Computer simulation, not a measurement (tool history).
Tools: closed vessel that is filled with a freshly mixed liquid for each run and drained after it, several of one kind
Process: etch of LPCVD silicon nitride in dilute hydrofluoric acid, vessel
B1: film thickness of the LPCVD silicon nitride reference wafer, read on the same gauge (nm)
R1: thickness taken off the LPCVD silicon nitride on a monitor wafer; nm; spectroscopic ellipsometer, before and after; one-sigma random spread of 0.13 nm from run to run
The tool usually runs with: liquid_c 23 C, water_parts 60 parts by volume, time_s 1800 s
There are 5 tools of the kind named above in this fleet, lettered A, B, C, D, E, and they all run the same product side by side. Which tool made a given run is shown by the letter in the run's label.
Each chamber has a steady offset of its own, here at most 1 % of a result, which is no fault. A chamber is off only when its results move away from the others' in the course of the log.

run 1C hour=8.6 | liquid_c=23 water_parts=60 time_s=1800 | B1=60.008 | R1=14.842
-- hour=18.9 chamber B: hydrofluoric acid flow meter replaced
run 2B hour=20.4 | liquid_c=23 water_parts=60 time_s=1800 | B1=60.018 | R1=14.741
run 3D hour=30.7 | liquid_c=23 water_parts=60 time_s=1800 | B1=60.012 | R1=14.68
run 4E hour=39.7 | liquid_c=23 water_parts=60 time_s=1800 | B1=59.992 | R1=14.839
run 5A hour=53.7 | liquid_c=23 water_parts=60 time_s=1800 | B1=59.988 | R1=14.802
run 6D hour=63.7 | liquid_c=23 water_parts=60 time_s=1800 | B1=59.997 | R1=14.872
run 7C hour=76.5 | liquid_c=23 water_parts=60 time_s=1800 | B1=60.01 | R1=14.721
run 8B hour=85.6 | liquid_c=23 water_parts=60 time_s=1800 | B1=60.006 | R1=14.773
run 9A hour=96.6 | liquid_c=23 water_parts=80 time_s=1480 | B1=60.009 | R1=9.2254
run 10E hour=110.8 | liquid_c=23 water_parts=80 time_s=1480 | B1=60.002 | R1=9.1783
run 11B hour=119.6 | liquid_c=23 water_parts=80 time_s=1480 | B1=59.991 | R1=9.1729
run 12C hour=127.5 | liquid_c=23 water_parts=80 time_s=1480 | B1=59.989 | R1=9.1914
run 13A hour=138.5 | liquid_c=23 water_parts=80 time_s=1480 | B1=60 | R1=9.0594
run 14E hour=152.6 | liquid_c=23 water_parts=75 time_s=1800 | B1=60.009 | R1=11.902
run 15D hour=164.6 | liquid_c=23 water_parts=75 time_s=1800 | B1=59.997 | R1=11.975
run 16E hour=176 | liquid_c=23 water_parts=75 time_s=1800 | B1=59.995 | R1=11.983
run 17C hour=183 | liquid_c=23 water_parts=75 time_s=1800 | B1=60.005 | R1=12.258
run 18B hour=189.2 | liquid_c=23 water_parts=75 time_s=1800 | B1=60.003 | R1=12.017
run 19D hour=199 | liquid_c=23 water_parts=60 time_s=1800 | B1=60.009 | R1=14.809
run 20A hour=213 | liquid_c=23 water_parts=60 time_s=1800 | B1=59.996 | R1=14.801
run 21C hour=222.4 | liquid_c=23 water_parts=60 time_s=1800 | B1=60 | R1=15.555
run 22A hour=230.5 | liquid_c=23 water_parts=60 time_s=1800 | B1=59.987 | R1=14.779
run 23E hour=240 | liquid_c=23 water_parts=60 time_s=1800 | B1=59.991 | R1=14.885
run 24D hour=252.3 | liquid_c=23 water_parts=60 time_s=1800 | B1=59.997 | R1=14.677
run 25B hour=258.4 | liquid_c=21 water_parts=35 time_s=1800 | B1=60 | R1=21.629
run 26B hour=268.6 | liquid_c=21 water_parts=35 time_s=1800 | B1=59.992 | R1=21.385
run 27E hour=281.3 | liquid_c=21 water_parts=35 time_s=1800 | B1=60.017 | R1=22.01
run 28D hour=292.9 | liquid_c=21 water_parts=35 time_s=1800 | B1=59.983 | R1=21.709
run 29C hour=306.3 | liquid_c=21 water_parts=35 time_s=1800 | B1=59.994 | R1=23.936
run 30A hour=318.7 | liquid_c=23 water_parts=60 time_s=1800 | B1=59.982 | R1=15.033
run 31D hour=326.6 | liquid_c=23 water_parts=60 time_s=1800 | B1=60.013 | R1=14.931
-- hour=332 chamber E: thermometer replaced
run 32E hour=338.3 | liquid_c=23 water_parts=60 time_s=1800 | B1=59.995 | R1=15.071
run 33B hour=350.3 | liquid_c=23 water_parts=60 time_s=1800 | B1=60.004 | R1=14.663
run 34C hour=359.7 | liquid_c=23 water_parts=60 time_s=1800 | B1=59.977 | R1=16.583
run 35A hour=367.4 | liquid_c=23 water_parts=60 time_s=1800 | B1=59.997 | R1=14.934
run 36E hour=377.3 | liquid_c=23 water_parts=60 time_s=1800 | B1=59.995 | R1=14.73
run 37A hour=385.5 | liquid_c=23 water_parts=60 time_s=1800 | B1=60.004 | R1=14.81

One chamber off, gauge drift, or nothing amiss beyond the chambers' own small offsets? If it is a chamber, which one, and what is the likeliest cause?

Little by little, chamber C moves away from the other chambers.
What lies behind it: liquid hotter than its thermometer reads (K) = 1.84.
The log might look much the same if the cause were instead: hydrofluoric acid flow above the setpoint (%).

Chamber C could run next with any of the 4 candidate recipes listed below; each alters the usual settings, and their results appear as question marks. Which one brings its results back in line with what the other chambers deliver on the usual settings?
Maximum distance from the other chambers' mean on the usual settings for a result to count as in line: R1 0.44 nm
run 38C-1 hour=395.6 | liquid_c=23 water_parts=60 time_s=2280 | R1=?
run 38C-2 hour=395.6 | liquid_c=22.5 water_parts=60 time_s=1640 | R1=?
run 38C-3 hour=395.6 | liquid_c=23 water_parts=60 time_s=1425 | R1=?
run 38C-4 hour=395.6 | liquid_c=23 water_parts=60 time_s=2005 | R1=?

Other chambers, usual settings, mean: R1 14.824 nm
run=38C-1 R1=21.102
run=38C-2 R1=14.67
run=38C-3 R1=13.189
run=38C-4 R1=18.557
38C-2 is the one that brings the chamber's results back in line with the other chambers.
